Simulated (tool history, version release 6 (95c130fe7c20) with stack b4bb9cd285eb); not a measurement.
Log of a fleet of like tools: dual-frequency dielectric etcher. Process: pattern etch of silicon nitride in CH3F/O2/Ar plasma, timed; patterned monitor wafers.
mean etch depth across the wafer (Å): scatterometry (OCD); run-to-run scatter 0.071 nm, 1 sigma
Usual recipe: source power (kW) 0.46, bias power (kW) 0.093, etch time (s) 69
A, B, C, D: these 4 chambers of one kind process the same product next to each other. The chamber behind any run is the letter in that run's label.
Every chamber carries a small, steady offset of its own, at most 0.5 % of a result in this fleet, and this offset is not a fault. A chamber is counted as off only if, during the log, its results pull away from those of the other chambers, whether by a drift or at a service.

run	hour	source power (kW)	bias power (kW)	etch time (s)	read-back reference wafer on the same gauge, depth_nm	mean etch depth across the wafer (Å)
1B	4.4	0.46	0.093	69	48.178	556.39
2A	7.3	0.46	0.093	69	48.2	555.56
3C	12.1	0.46	0.093	69	48.189	556.94
4D	15.6	0.46	0.093	69	48.158	557.88
5B	18	0.46	0.093	69	48.17	555.72
6D	22	0.46	0.093	69	48.146	555.7
7C	25.8	0.46	0.093	69	48.163	557.02
8A	30.3	0.46	0.093	69	48.141	554.14
9A	34.2	0.36	0.093	79.5	48.146	584.59
10C	36.7	0.36	0.093	79.5	48.162	586.21
11D	40	0.36	0.093	79.5	48.143	585.95
12B	42.6	0.36	0.093	79.5	48.139	583.48
13C	45.8	0.46	0.093	69	48.129	556.78
14A	48.4	0.46	0.093	69	48.114	554.98
15B	52.6	0.46	0.093	69	48.117	553.1
16D	57.6	0.46	0.093	69	48.113	556.72
17D	62.4	0.46	0.093	69	48.102	556.24
18B	65.6	0.46	0.093	69	48.102	554.22
19C	69.7	0.46	0.093	69	48.101	555.79
# hour 73.2: chamber C: wet clean of the chamber
20A	73.2	0.46	0.093	69	48.073	554.33
21A	75.6	0.58	0.093	81	48.087	711.63
22D	80.2	0.58	0.093	81	48.093	710.25
23C	85.6	0.58	0.093	81	48.065	712.41
24B	90.1	0.58	0.093	81	48.067	711.1
25B	93.9	0.46	0.093	69	48.055	553.73
26C	97.2	0.46	0.093	69	48.055	555.86
27A	100.7	0.46	0.093	69	48.05	553.62
28D	103.1	0.46	0.093	69	48.056	557.01
29D	107.7	0.46	0.093	69	48.034	555.56
30C	111.1	0.37	0.093	69	48.025	511.9
31B	115.1	0.37	0.093	69	48.012	508.71
32A	118.7	0.37	0.093	69	48.024	510.16
33D	121.6	0.37	0.093	69	48.023	511.87
34C	126.8	0.46	0.093	69	48.006	555.06
35A	130.8	0.46	0.093	69	48.006	555.43
36B	136.1	0.46	0.075	69	47.993	513.56
37D	138.9	0.46	0.075	69	47.996	514.9
38A	143.6	0.46	0.075	69	47.983	513.44
39B	148.5	0.46	0.075	69	47.972	513.67
40C	151.2	0.46	0.093	69	47.956	554.15
41B	154.7	0.46	0.1	69	47.977	568.55
42A	158.7	0.46	0.1	69	47.959	567.42
43D	161.4	0.46	0.1	69	47.94	568.97

The same settings go to every chamber for the next run, one line per chamber below. Forecast the results for each:
44A	165.3	0.55	0.093	69		?
44B	165.3	0.55	0.093	69		?
44C	165.3	0.55	0.093	69		?
44D	165.3	0.55	0.093	69		?

run	mean etch depth across the wafer (Å)
44A	591.67
44B	591.2
44C	591.61
44D	593.35
